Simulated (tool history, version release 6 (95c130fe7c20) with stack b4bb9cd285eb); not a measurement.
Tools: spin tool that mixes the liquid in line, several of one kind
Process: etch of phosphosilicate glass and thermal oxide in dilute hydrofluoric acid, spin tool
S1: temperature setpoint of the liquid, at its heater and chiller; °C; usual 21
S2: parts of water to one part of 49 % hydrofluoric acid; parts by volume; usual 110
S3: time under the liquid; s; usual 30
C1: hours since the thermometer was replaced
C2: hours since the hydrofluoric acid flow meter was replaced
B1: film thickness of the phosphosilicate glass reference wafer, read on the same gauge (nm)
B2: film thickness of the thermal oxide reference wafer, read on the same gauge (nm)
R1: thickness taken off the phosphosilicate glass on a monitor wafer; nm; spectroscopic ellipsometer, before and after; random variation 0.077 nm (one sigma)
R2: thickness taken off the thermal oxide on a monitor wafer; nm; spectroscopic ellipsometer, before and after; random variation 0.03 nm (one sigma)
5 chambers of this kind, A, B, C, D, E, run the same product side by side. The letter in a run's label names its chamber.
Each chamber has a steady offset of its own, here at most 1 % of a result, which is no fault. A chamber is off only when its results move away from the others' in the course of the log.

run     day  S1   S2  S3      C1      C2      B1      B2      R1       R2
 1B   0.246  21  110  30  1236.6  1586.0  49.996  149.98  14.376  1.11880
 2A   0.583  21  110  30   771.2   751.1  49.956  150.01  14.397  1.04340
 3E   0.846  21  110  30    82.4   765.4  49.987  149.98  14.407  1.02910
      1.021  -- chamber A: hydrofluoric acid flow meter replaced
 4C   1.092  21  110  30   722.4   467.2  49.982  150.00  14.318  1.05100
 5D   1.533  21  110  30   661.1   492.1  49.995  149.98  14.249  1.05250
 6D   1.850  21  110  30   668.7   499.7  49.961  149.99  14.290  1.03060
 7E   2.154  21  110  30   113.8   796.8  49.999  149.97  14.367  1.01450
      2.238  -- chamber D: hydrofluoric acid flow meter replaced
 8C   2.604  21  110  30   758.7   503.5  50.003  150.00  14.422  1.09350
 9B   2.908  21  110  30  1300.5  1649.9  49.995  150.01  14.358  1.06530
10A   3.175  21  110  30   833.4    51.8  50.001  149.95  14.374  1.06650
11C   3.396  21  135  30   777.7   522.5  50.024  149.99  11.351  0.81318
12E   3.783  21  135  30   152.9   835.9  50.017  149.99  11.462  0.79628
13A   4.129  21  135  30   856.3    74.7  50.017  150.02  11.329  0.78804
14B   4.575  21  135  30  1340.5  1689.9  49.986  150.00  11.407  0.83218
15D   4.800  21  135  30   739.5    61.5  50.031  150.01  11.341  0.82522
16D   5.262  24   80  30   750.6    72.6  49.947  149.98  22.975  1.69060
17C   5.725  24   80  30   833.6   578.4  49.996  150.05  23.254  1.66410
18B   6.162  24   80  30  1378.6  1728.0  49.988  149.94  22.779  1.65710
19E   6.438  24   80  30   216.6   899.6  49.974  149.99  22.956  1.73040
20A   6.750  24   80  30   919.2   137.6  50.031  150.00  23.005  1.66560
21D   7.008  21  110  30   792.5   114.5  50.006  150.02  14.281  1.05490
22A   7.229  21  110  30   930.7   149.1  50.005  150.02  14.203  1.04270
23E   7.488  21  110  30   241.8   924.8  50.007  150.03  14.260  1.04770
24B   7.692  21  110  30  1415.3  1764.7  50.004  149.98  14.462  1.09180
25C   8.108  21  110  30   890.8   635.6  49.994  149.98  14.308  1.03990
26B   8.367  21  110  30  1431.5  1780.9  50.005  150.01  14.367  1.07730
27C   8.725  21   65  45   905.6   650.4  49.973  150.01  38.808  2.91270
28D   9.054  21   65  45   841.6   163.6  50.030  150.01  38.241  2.81220
29E   9.492  21   65  45   289.9   972.9  50.032  150.00  38.068  2.84450
      9.733  -- chamber A: thermometer replaced
30A   9.796  21   65  45     1.6   210.7  50.010  149.98  38.128  2.76550
31B  10.033  21   65  45  1471.5  1820.9  49.997  150.00  38.469  2.89680
32D  10.488  21  110  30   876.0   198.0  50.007  150.01  14.349  1.03240
33C  10.754  21  110  30   954.3   699.1  50.025  149.98  14.413  1.01350
34E  10.975  21  110  30   325.5  1008.5  50.011  150.03  14.487  1.10200
35A  11.308  21  110  30    37.9   247.0  50.009  149.96  14.414  1.05060
36A  11.667  21  110  30    46.5   255.6  50.001  150.01  14.179  1.05240
37E  11.904  21  110  30   347.8  1030.8  50.020  150.02  14.359  1.05000

Is one chamber off against the others, does the gauge drift, or is nothing wrong? If a chamber is off, say which, and what the likeliest cause is.

No chamber stands off beyond its own small offset, and the gauge holds steady.
